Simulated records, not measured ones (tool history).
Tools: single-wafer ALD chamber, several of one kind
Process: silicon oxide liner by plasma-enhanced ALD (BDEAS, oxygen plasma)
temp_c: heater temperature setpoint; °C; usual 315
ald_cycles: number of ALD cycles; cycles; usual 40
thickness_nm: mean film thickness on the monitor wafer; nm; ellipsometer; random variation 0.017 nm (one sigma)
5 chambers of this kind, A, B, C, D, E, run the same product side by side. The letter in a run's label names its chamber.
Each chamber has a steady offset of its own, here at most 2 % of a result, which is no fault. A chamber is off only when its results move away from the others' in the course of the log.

| run | hour | temp_c | ald_cycles | read-back reference wafer on the same gauge, thickness_nm | thickness_nm |
|---|---|---|---|---|---|
| 1E | 6.3 | 315 | 40 | 3.1127 | 3.6401 |
| 2C | 18.1 | 315 | 40 | 3.1103 | 3.7051 |
| 3A | 28.3 | 315 | 40 | 3.1111 | 3.6148 |
| 4D | 40.1 | 315 | 40 | 3.1093 | 3.6566 |
| 5B | 52.2 | 315 | 40 | 3.1103 | 3.6695 |
| 6A | 58.6 | 315 | 40 | 3.1092 | 3.6472 |
| 7D | 70.7 | 315 | 40 | 3.1102 | 3.6660 |
| 8E | 78.5 | 315 | 40 | 3.1059 | 3.6427 |
| 9C | 85.9 | 315 | 40 | 3.1097 | 3.7215 |
| 10B | 92.9 | 301 | 40 | 3.1090 | 3.7383 |
| 11B | 101.2 | 301 | 40 | 3.1131 | 3.7693 |
|  | 103.0 | chamber D: thermocouple changed; heater temperature recalibrated |
| 12C | 112.7 | 301 | 40 | 3.1103 | 3.8018 |
| 13D | 123.0 | 301 | 40 | 3.1099 | 3.7299 |
| 14E | 132.6 | 301 | 40 | 3.1091 | 3.7669 |
| 15A | 142.9 | 315 | 40 | 3.1094 | 3.6478 |
| 16C | 154.1 | 315 | 40 | 3.1081 | 3.7176 |
| 17E | 161.7 | 315 | 40 | 3.1099 | 3.6581 |
| 18D | 168.9 | 315 | 40 | 3.1092 | 3.6768 |
| 19A | 176.6 | 315 | 47 | 3.1072 | 4.2666 |
| 20B | 188.1 | 315 | 47 | 3.1121 | 4.3315 |
|  | 197.5 | chamber A: thermocouple changed; heater temperature recalibrated |
| 21D | 198.9 | 315 | 47 | 3.1136 | 4.3099 |
| 22A | 204.5 | 315 | 47 | 3.1053 | 4.2605 |
| 23E | 216.0 | 315 | 47 | 3.1111 | 4.2613 |
| 24C | 224.9 | 325 | 40 | 3.1094 | 3.6682 |
| 25B | 234.2 | 325 | 40 | 3.1064 | 3.6527 |
| 26A | 244.0 | 325 | 40 | 3.1115 | 3.5734 |
| 27B | 250.6 | 325 | 40 | 3.1065 | 3.6346 |
| 28C | 262.1 | 325 | 40 | 3.1086 | 3.6735 |
| 29D | 273.4 | 315 | 40 | 3.1101 | 3.6621 |
| 30E | 285.5 | 315 | 40 | 3.1100 | 3.6641 |
| 31B | 291.3 | 315 | 40 | 3.1082 | 3.6612 |
| 32C | 300.0 | 315 | 40 | 3.1096 | 3.7098 |
| 33D | 305.3 | 315 | 40 | 3.1108 | 3.6834 |
| 34A | 316.9 | 315 | 40 | 3.1097 | 3.6380 |

Is one chamber off against the others, does the gauge drift, or is nothing wrong? If a chamber is off, say which, and what the likeliest cause is.

No chamber stands off beyond its own small offset, and the gauge holds steady.
